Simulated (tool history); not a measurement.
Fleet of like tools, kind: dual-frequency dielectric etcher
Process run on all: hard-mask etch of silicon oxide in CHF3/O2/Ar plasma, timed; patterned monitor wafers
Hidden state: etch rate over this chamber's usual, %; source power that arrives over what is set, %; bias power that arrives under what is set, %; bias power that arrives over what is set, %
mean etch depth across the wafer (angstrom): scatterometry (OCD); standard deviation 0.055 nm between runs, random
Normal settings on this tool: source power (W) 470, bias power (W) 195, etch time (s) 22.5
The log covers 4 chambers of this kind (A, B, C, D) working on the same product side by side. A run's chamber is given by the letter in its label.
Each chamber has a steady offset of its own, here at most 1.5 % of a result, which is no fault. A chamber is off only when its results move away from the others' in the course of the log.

run	hour	source power (W)	bias power (W)	etch time (s)	hours since the last wet clean	hours since the last source power generator calibration	hours since the last bias power generator calibration	read-back reference wafer on the same gauge, depth_nm	mean etch depth across the wafer (angstrom)
1B	6.8	470	195	22.5	314.6	2091.2	1260.6	49.807	421.23
2D	12.5	470	195	22.5	211.4	3565.3	4041.2	49.804	419.41
3A	17.4	470	195	22.5	87.3	401.8	2911.0	49.822	417.35
4C	23.3	470	195	22.5	277.7	2795.2	2477.5	49.837	416.07
# hour 27.0: chamber B: wet clean of the chamber
5A	30.6	390	172	22.5	100.5	415.0	2924.2	49.833	372.66
6C	36.1	390	172	22.5	290.5	2808.0	2490.3	49.849	370.97
7D	45.2	390	172	22.5	244.1	3598.0	4073.9	49.859	374.39
8B	51.1	390	172	22.5	24.2	2135.5	1304.9	49.845	375.99
9C	55.9	470	195	22.5	310.3	2827.8	2510.1	49.864	416.46
10D	66.0	470	195	22.5	264.9	3618.8	4094.7	49.881	419.47
11A	75.8	470	195	22.5	145.7	460.2	2969.4	49.894	417.24
12B	82.2	470	195	22.5	55.3	2166.6	1336.0	49.895	421.39
13B	88.5	390	195	22.5	61.6	2172.9	1342.3	49.904	392.52
14D	95.9	390	195	22.5	294.8	3648.7	4124.6	49.913	390.77
15A	104.9	390	195	22.5	174.8	489.3	2998.5	49.921	388.89
16C	112.2	390	195	22.5	366.6	2884.1	2566.4	49.942	389.28
17B	119.0	470	195	22.5	92.1	2203.4	1372.8	49.935	422.69
18A	129.6	470	195	22.5	199.5	514.0	3023.2	49.961	417.74
19D	139.4	470	195	22.5	338.3	3692.2	4168.1	49.958	420.53
20C	150.1	510	195	22.5	404.5	2922.0	2604.3	49.983	431.77
# hour 153.2: chamber D: wet clean of the chamber
21D	158.0	510	195	22.5	4.9	3710.8	4186.7	50.001	433.12
22B	169.1	510	195	22.5	142.2	2253.5	1422.9	49.993	435.97
23A	177.8	510	195	22.5	247.7	562.2	3071.4	50.005	432.00
24C	184.4	470	195	22.5	438.8	2956.3	2638.6	50.020	418.89
25C	194.7	470	195	22.5	449.1	2966.6	2648.9	50.040	418.52
26A	199.9	470	195	22.5	269.8	584.3	3093.5	50.060	419.26
27B	209.6	470	195	22.5	182.7	2294.0	1463.4	50.042	422.60
28D	215.0	470	195	22.5	61.9	3767.8	4243.7	50.063	421.06

One chamber off, gauge drift, or nothing amiss beyond the chambers' own small offsets? If it is a chamber, which one, and what is the likeliest cause?

The gauge drifts, so all chambers seem to drift together. No chamber is off.
What lies behind it: gauge reads high (%) = 0.549.
